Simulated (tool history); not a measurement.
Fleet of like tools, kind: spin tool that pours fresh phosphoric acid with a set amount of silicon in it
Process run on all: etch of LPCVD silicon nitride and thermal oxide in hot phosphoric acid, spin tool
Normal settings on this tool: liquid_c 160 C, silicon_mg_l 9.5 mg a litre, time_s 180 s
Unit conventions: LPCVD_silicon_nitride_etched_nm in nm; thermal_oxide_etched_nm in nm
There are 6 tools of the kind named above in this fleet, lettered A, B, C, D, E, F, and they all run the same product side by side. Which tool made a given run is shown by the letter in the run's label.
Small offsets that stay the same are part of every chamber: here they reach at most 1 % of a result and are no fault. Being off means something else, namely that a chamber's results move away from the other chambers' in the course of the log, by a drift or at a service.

run   hour  liquid_c  silicon_mg_l  time_s  read-back film thickness of the LPCVD silicon nitride reference wafer, read on the same gauge (nm)  read-back film thickness of the thermal oxide reference wafer, read on the same gauge (nm)  LPCVD_silicon_nitride_etched_nm  thermal_oxide_etched_nm
 1B    6.8       160           9.5     180                                                                                              29.996                                                                                      40.031                           14.323                  0.38892
 2D     15       160           9.5     180                                                                                              29.994                                                                                      39.968                           14.304                  0.43154
 3C   24.4       160           9.5     180                                                                                              30.012                                                                                      40.029                           13.919                  0.44367
 4F   39.2       160           9.5     180                                                                                              29.967                                                                                      39.986                           14.143                  0.42974
 5E   51.5       160           9.5     180                                                                                              29.989                                                                                       39.99                           14.109                   0.4234
 6A   61.7       160           9.5     180                                                                                              29.973                                                                                      39.946                            14.18                  0.44843
 7D   73.8       160           9.5     180                                                                                              29.988                                                                                      40.001                           14.344                  0.44477
 8B   85.6       160           9.5     180                                                                                              29.998                                                                                      40.064                           14.377                  0.39802
 9A   99.1       160           9.5     180                                                                                              29.955                                                                                       39.98                           14.122                  0.44319
10E  105.8       160           9.5     180                                                                                              29.978                                                                                      40.022                            14.28                  0.45642
11C  118.5       162           5.5     180                                                                                               29.97                                                                                      39.993                            15.04                  0.54092
12F  131.9       162           5.5     180                                                                                              30.005                                                                                      40.033                            15.21                  0.45406
     137.4  -- chamber E: dissolved silicon flow meter replaced
13E  141.5       162           5.5     180                                                                                              30.018                                                                                      39.983                           15.065                  0.54191
14D  153.7       162           5.5     180                                                                                                  30                                                                                      39.994                           15.179                  0.52593
15C  161.7       162           5.5     180                                                                                              29.974                                                                                      39.999                           14.835                  0.50902
16B  172.4       162           5.5     180                                                                                              30.024                                                                                      40.018                           15.239                   0.5244
17A  183.1       160           9.5     180                                                                                              30.013                                                                                       39.99                           14.097                  0.43423
     183.6  -- chamber E: heated supply line repaired
18F    197       160           9.5     180                                                                                              29.977                                                                                      40.035                            14.09                  0.38399
19B  207.5       160           9.5     180                                                                                              29.983                                                                                      39.993                           14.119                  0.39219
20C  213.9       160           9.5     180                                                                                              29.986                                                                                       39.95                           13.549                  0.36915
21D  228.7       160           9.5     180                                                                                              30.002                                                                                      40.024                           14.051                  0.40217
22F  240.7       160           9.5     180                                                                                              30.007                                                                                      39.973                           13.995                  0.41593
23A  250.7       160           9.5     180                                                                                              29.999                                                                                      40.009                            14.26                  0.40294
24E  264.6       163             4     180                                                                                              29.994                                                                                      40.031                           15.584                  0.54754
25B    273       163             4     180                                                                                              29.984                                                                                      40.015                           15.807                  0.51091
     274.6  -- chamber D: dissolved silicon flow meter replaced
     283.7  -- chamber B: thermometer replaced
26F  285.9       163             4     180                                                                                              30.004                                                                                       40.01                           15.609                  0.59787
27C  294.8       163             4     180                                                                                              29.996                                                                                      39.966                           14.972                  0.54632
28A  302.6       163             4     180                                                                                              30.024                                                                                      39.999                           15.756                  0.59178
29D  316.6       163             4     180                                                                                              29.999                                                                                      39.986                           15.556                  0.52503
30E  324.3       160           9.5     180                                                                                              29.955                                                                                      39.997                            13.95                  0.41551
31C  335.3       160           9.5     180                                                                                              30.019                                                                                      39.947                            13.28                  0.37622
32B  349.5       160           9.5     180                                                                                              29.977                                                                                      40.019                           14.081                  0.38328
33D  360.1       160           9.5     180                                                                                              30.009                                                                                      39.978                            14.19                  0.42221
34A  373.3       160           9.5     180                                                                                              30.014                                                                                      39.961                           14.277                  0.41474
35F  381.1       160           9.5     180                                                                                              30.032                                                                                      40.008                           14.165                  0.44406
36E  395.2       161           9.5     180                                                                                              30.009                                                                                      39.981                           14.515                  0.42671

Predict what each chamber gives when all 6 of them run the settings below next.
37A  405.8       160           9.5     180                                                                                                                                                                                                                                ?                        ?
37B  405.8       160           9.5     180                                                                                                                                                                                                                                ?                        ?
37C  405.8       160           9.5     180                                                                                                                                                                                                                                ?                        ?
37D  405.8       160           9.5     180                                                                                                                                                                                                                                ?                        ?
37E  405.8       160           9.5     180                                                                                                                                                                                                                                ?                        ?
37F  405.8       160           9.5     180                                                                                                                                                                                                                                ?                        ?

run  LPCVD_silicon_nitride_etched_nm  thermal_oxide_etched_nm
37A                           13.905                   0.3789
37B                           14.404                  0.36997
37C                           13.084                   0.3382
37D                           14.228                  0.44468
37E                           14.164                  0.42187
37F                           14.274                  0.41467
